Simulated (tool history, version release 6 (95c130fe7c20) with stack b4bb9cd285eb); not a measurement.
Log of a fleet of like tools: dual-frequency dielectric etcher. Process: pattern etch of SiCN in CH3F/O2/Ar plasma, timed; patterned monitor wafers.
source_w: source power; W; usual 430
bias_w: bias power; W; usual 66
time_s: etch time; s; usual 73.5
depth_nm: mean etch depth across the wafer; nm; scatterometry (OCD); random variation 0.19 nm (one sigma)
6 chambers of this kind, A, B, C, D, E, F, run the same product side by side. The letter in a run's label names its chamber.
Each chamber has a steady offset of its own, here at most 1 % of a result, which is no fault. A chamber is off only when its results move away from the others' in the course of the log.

run   hour  source_w  bias_w  time_s  hours since the last wet clean  hours since the last source power generator calibration  hours since the last bias power generator calibration  read-back reference wafer on the same gauge, depth_nm  depth_nm
 1D   15.5       430      66    73.5                           477.9                                                   1331.4                                                 1178.5                                                 23.643    27.617
 2E   30.8       430      66    73.5                           332.1                                                    346.3                                                  758.9                                                 23.666    27.566
 3B   38.1       430      66    73.5                           181.4                                                      194                                                  637.1                                                 23.694    27.622
        49  -- chamber D: wet clean of the chamber
 4C   53.3       430      66    73.5                           289.7                                                   1539.5                                                 2573.6                                                 23.651     27.41
 5F   63.6       430      66    73.5                             217                                                   2285.7                                                  425.2                                                 23.711    27.597
 6A   72.9       430      66    73.5                           322.5                                                   1116.4                                                    860                                                 23.657    27.389
 7D   87.2       430      80    93.5                            38.2                                                   1403.1                                                 1250.2                                                 23.678    37.646
 8F   98.3       430      80    93.5                           251.7                                                   2320.4                                                  459.9                                                 23.677    37.467
 9A  111.3       430      80    93.5                           360.9                                                   1154.8                                                  898.4                                                 23.693    37.068
10E  120.5       430      80    93.5                           421.8                                                      436                                                  848.6                                                 23.708    37.586
     121.6  -- chamber C: wet clean of the chamber
11B  132.2       430      80    93.5                           275.5                                                    288.1                                                  731.2                                                 23.683    37.613
12C  139.8       430      80    93.5                            18.2                                                     1626                                                 2660.1                                                 23.728    37.398
13E  151.1       430      66    73.5                           452.4                                                    466.6                                                  879.2                                                 23.742    27.597
14D  165.7       430      66    73.5                           116.7                                                   1481.6                                                 1328.7                                                 23.692    27.756
       179  -- chamber B: wet clean of the chamber
15A    181       430      66    73.5                           430.6                                                   1224.5                                                  968.1                                                 23.732    27.257
     193.7  -- chamber E: wet clean of the chamber
16C  196.8       430      66    73.5                            75.2                                                     1683                                                 2717.1                                                 23.694     27.53
17B  209.4       430      66    73.5                            30.5                                                    365.3                                                  808.4                                                 23.718    27.825
18F  223.3       430      66    73.5                           376.7                                                   2445.4                                                  584.9                                                 23.696    27.361
19A  232.4       430      60      83                             482                                                   1275.9                                                 1019.5                                                 23.662    30.024
20D  246.2       430      60      83                           197.2                                                   1562.1                                                 1409.2                                                 23.741    30.221
21E    262       430      60      83                            68.4                                                    577.5                                                  990.1                                                 23.672    28.385
22F  277.7       430      60      83                           431.1                                                   2499.8                                                  639.3                                                 23.693    29.892
23C  290.5       430      60      83                           168.9                                                   1776.7                                                 2810.8                                                 23.696    30.434
24B  298.2       430      60      83                           119.3                                                    454.1                                                  897.2                                                 23.717    30.314
25F  310.3       430      66    73.5                           463.7                                                   2532.4                                                  671.9                                                 23.722    27.461
26D  319.5       430      66    73.5                           270.5                                                   1635.4                                                 1482.5                                                 23.677    27.653
27B  331.5       430      66    73.5                           152.6                                                    487.4                                                  930.5                                                 23.713    27.637
     338.7  -- chamber A: wet clean of the chamber
28A  339.1       430      66    73.5                             0.4                                                   1382.6                                                 1126.2                                                 23.739     27.36
     345.5  -- chamber F: wet clean of the chamber
29E  346.1       430      66    73.5                           152.5                                                    661.6                                                 1074.2                                                  23.74    25.857
30C  355.5       430      66    73.5                           233.9                                                   1841.7                                                 2875.8                                                 23.656    27.456
31C  366.8       430      66    73.5                           245.2                                                     1853                                                 2887.1                                                 23.758    27.248
32E  376.9       430      66    73.5                           183.3                                                    692.4                                                   1105                                                 23.715    26.027
33A  391.8       430      66    73.5                            53.1                                                   1435.3                                                 1178.9                                                 23.723    27.681
34D  400.9       430      66    73.5                           351.9                                                   1716.8                                                 1563.9                                                 23.728    27.574
     403.8  -- chamber D: bias power generator calibrated
35F  412.2       430      66    73.5                            66.8                                                   2634.3                                                  773.8                                                 23.721    27.595
36B  420.2       340      66      65                           241.3                                                    576.1                                                 1019.2                                                 23.707    22.326
37C  435.8       340      66      65                           314.2                                                     1922                                                 2956.1                                                  23.72    22.186
38E  448.9       340      66      65                           255.3                                                    764.4                                                   1177                                                  23.71    20.708
39D  464.8       340      66      65                           415.8                                                   1780.7                                                   61.1                                                 23.689    22.166
40F  472.4       340      66      65                             127                                                   2694.5                                                    834                                                 23.684    22.001
41B  480.8       340      66      65                           301.9                                                    636.7                                                 1079.8                                                 23.724     22.48
42A  489.5       530      66    73.5                           150.8                                                     1533                                                 1276.6                                                 23.706    29.835
43E  498.9       530      66    73.5                           305.3                                                    814.4                                                   1227                                                 23.719    28.191
44C  513.9       530      66    73.5                           392.3                                                   2000.1                                                 3034.2                                                 23.643    30.512

What goes on in this fleet: one chamber off, a drifting gauge, or nothing beyond the chambers' own small offsets? Name the chamber and the cause, if any.

A service left chamber E off against the others.
Cause: etch rate under this chamber's usual, % = 5.22.

Here are 4 candidates for chamber E's next run, each the usual settings with a change, their results left as question marks. Which one brings its results back in line with what the others give on the usual settings?
In line means no further than this from the other chambers' mean on the usual settings: depth_nm 0.66 nm
45E-1  525.3       440      67      77                                                                                                                                                                                                                ?
45E-2  525.3       440      67      80                                                                                                                                                                                                                ?
45E-3  525.3       420      65      70                                                                                                                                                                                                                ?
45E-4  525.3       420      66    66.5                                                                                                                                                                                                                ?

The other chambers' mean on the usual settings: depth_nm 27.542 nm
  run  depth_nm
45E-1    27.632
45E-2    28.708
45E-3    24.422
45E-4    23.323
45E-1 brings the chamber back in line.

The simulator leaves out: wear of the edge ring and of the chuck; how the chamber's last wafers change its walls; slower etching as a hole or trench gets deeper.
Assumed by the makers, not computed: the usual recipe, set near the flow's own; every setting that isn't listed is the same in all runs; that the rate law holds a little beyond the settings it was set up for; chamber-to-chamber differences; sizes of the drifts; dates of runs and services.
